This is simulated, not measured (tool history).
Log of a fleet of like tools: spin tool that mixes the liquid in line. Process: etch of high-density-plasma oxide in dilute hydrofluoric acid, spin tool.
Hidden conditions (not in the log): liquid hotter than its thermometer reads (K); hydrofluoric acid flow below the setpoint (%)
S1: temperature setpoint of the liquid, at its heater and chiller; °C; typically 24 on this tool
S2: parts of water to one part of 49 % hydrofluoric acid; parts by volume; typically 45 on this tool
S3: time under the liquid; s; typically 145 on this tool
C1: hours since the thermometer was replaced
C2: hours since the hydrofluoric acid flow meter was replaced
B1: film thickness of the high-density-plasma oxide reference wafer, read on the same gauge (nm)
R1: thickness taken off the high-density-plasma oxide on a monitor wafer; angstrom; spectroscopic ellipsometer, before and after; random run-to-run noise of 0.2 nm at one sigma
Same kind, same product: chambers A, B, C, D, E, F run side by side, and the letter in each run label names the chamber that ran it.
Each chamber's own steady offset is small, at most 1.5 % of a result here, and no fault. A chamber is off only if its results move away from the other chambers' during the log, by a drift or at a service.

| run | day | S1 | S2 | S3 | C1 | C2 | B1 | R1 |
|---|---|---|---|---|---|---|---|---|
| 1C | 0.325 | 24 | 45 | 145 | 486.2 | 688.6 | 120.00 | 244.42 |
| 2D | 0.679 | 24 | 45 | 145 | 1110.0 | 54.7 | 119.96 | 251.65 |
| 3A | 1.192 | 24 | 45 | 145 | 1192.6 | 1063.4 | 120.00 | 245.76 |
| 4F | 1.658 | 24 | 45 | 145 | 3063.8 | 865.0 | 120.00 | 248.82 |
| 5E | 2.154 | 24 | 45 | 145 | 1030.0 | 91.5 | 119.99 | 248.48 |
| 6B | 2.596 | 20 | 45 | 145 | 1542.8 | 780.7 | 120.00 | 208.30 |
| 7F | 2.921 | 20 | 45 | 145 | 3094.1 | 895.3 | 119.97 | 210.11 |
| 8C | 3.175 | 20 | 45 | 145 | 554.6 | 757.0 | 120.02 | 211.35 |
| 9A | 3.533 | 20 | 45 | 145 | 1248.8 | 1119.6 | 119.98 | 210.06 |
| 10D | 3.771 | 20 | 45 | 145 | 1184.2 | 128.9 | 120.02 | 209.99 |
| 11B | 4.171 | 20 | 45 | 145 | 1580.6 | 818.5 | 120.00 | 212.66 |
| 12E | 4.517 | 24 | 45 | 145 | 1086.7 | 148.2 | 120.00 | 256.21 |
| 13A | 4.788 | 24 | 45 | 95 | 1278.9 | 1149.7 | 120.02 | 161.78 |
| 14D | 5.192 | 24 | 45 | 95 | 1218.3 | 163.0 | 120.01 | 162.48 |
| 15E | 5.696 | 24 | 45 | 95 | 1115.0 | 176.5 | 119.97 | 169.74 |
|  | 5.725 | chamber F: thermometer replaced |
| 16F | 6.004 | 24 | 45 | 95 | 6.8 | 969.3 | 120.01 | 162.92 |
| 17C | 6.400 | 24 | 45 | 95 | 632.0 | 834.4 | 119.99 | 158.05 |
| 18B | 6.817 | 24 | 45 | 95 | 1644.1 | 882.0 | 119.98 | 164.14 |
| 19E | 7.050 | 24 | 45 | 145 | 1147.5 | 209.0 | 119.99 | 257.58 |
| 20B | 7.333 | 24 | 50 | 80 | 1656.5 | 894.4 | 119.99 | 123.05 |
| 21D | 7.708 | 24 | 50 | 80 | 1278.7 | 223.4 | 119.96 | 123.17 |
| 22C | 8.175 | 24 | 50 | 80 | 674.6 | 877.0 | 120.01 | 122.47 |
|  | 8.200 | chamber C: hydrofluoric acid flow meter replaced |
| 23F | 8.525 | 24 | 50 | 80 | 67.3 | 1029.8 | 119.99 | 119.53 |
| 24A | 8.888 | 24 | 50 | 80 | 1377.3 | 1248.1 | 120.01 | 121.22 |
| 25B | 9.146 | 24 | 50 | 80 | 1700.0 | 937.9 | 119.97 | 122.73 |
| 26E | 9.400 | 24 | 45 | 145 | 1203.9 | 265.4 | 120.01 | 270.75 |
| 27C | 9.838 | 24 | 45 | 145 | 714.5 | 39.3 | 120.02 | 245.58 |
| 28F | 10.175 | 24 | 45 | 145 | 106.9 | 1069.4 | 120.01 | 248.85 |
| 29A | 10.438 | 24 | 45 | 145 | 1414.5 | 1285.3 | 119.98 | 248.64 |
| 30D | 10.904 | 24 | 45 | 145 | 1355.4 | 300.1 | 119.98 | 247.05 |
| 31B | 11.388 | 24 | 25 | 145 | 1753.8 | 991.7 | 119.97 | 464.51 |
|  | 11.396 | chamber D: thermometer replaced |
| 32A | 11.779 | 24 | 25 | 145 | 1446.7 | 1317.5 | 120.00 | 462.51 |
| 33F | 12.150 | 24 | 25 | 145 | 154.3 | 1116.8 | 119.97 | 462.91 |
| 34C | 12.454 | 24 | 25 | 145 | 777.3 | 102.1 | 120.04 | 457.26 |
| 35D | 12.804 | 24 | 25 | 145 | 33.9 | 345.7 | 120.00 | 451.71 |
| 36E | 13.196 | 24 | 25 | 145 | 1295.0 | 356.5 | 120.00 | 508.72 |

Each of the 6 chambers runs these same settings next. Fill in every chamber's results:
| 37A | 13.575 | 24 | 45 | 145 |  |  |  | ? |
| 37B | 13.575 | 24 | 45 | 145 |  |  |  | ? |
| 37C | 13.575 | 24 | 45 | 145 |  |  |  | ? |
| 37D | 13.575 | 24 | 45 | 145 |  |  |  | ? |
| 37E | 13.575 | 24 | 45 | 145 |  |  |  | ? |
| 37F | 13.575 | 24 | 45 | 145 |  |  |  | ? |

| run | R1 |
|---|---|
| 37A | 244.28 |
| 37B | 246.24 |
| 37C | 246.67 |
| 37D | 246.06 |
| 37E | 273.12 |
| 37F | 246.91 |
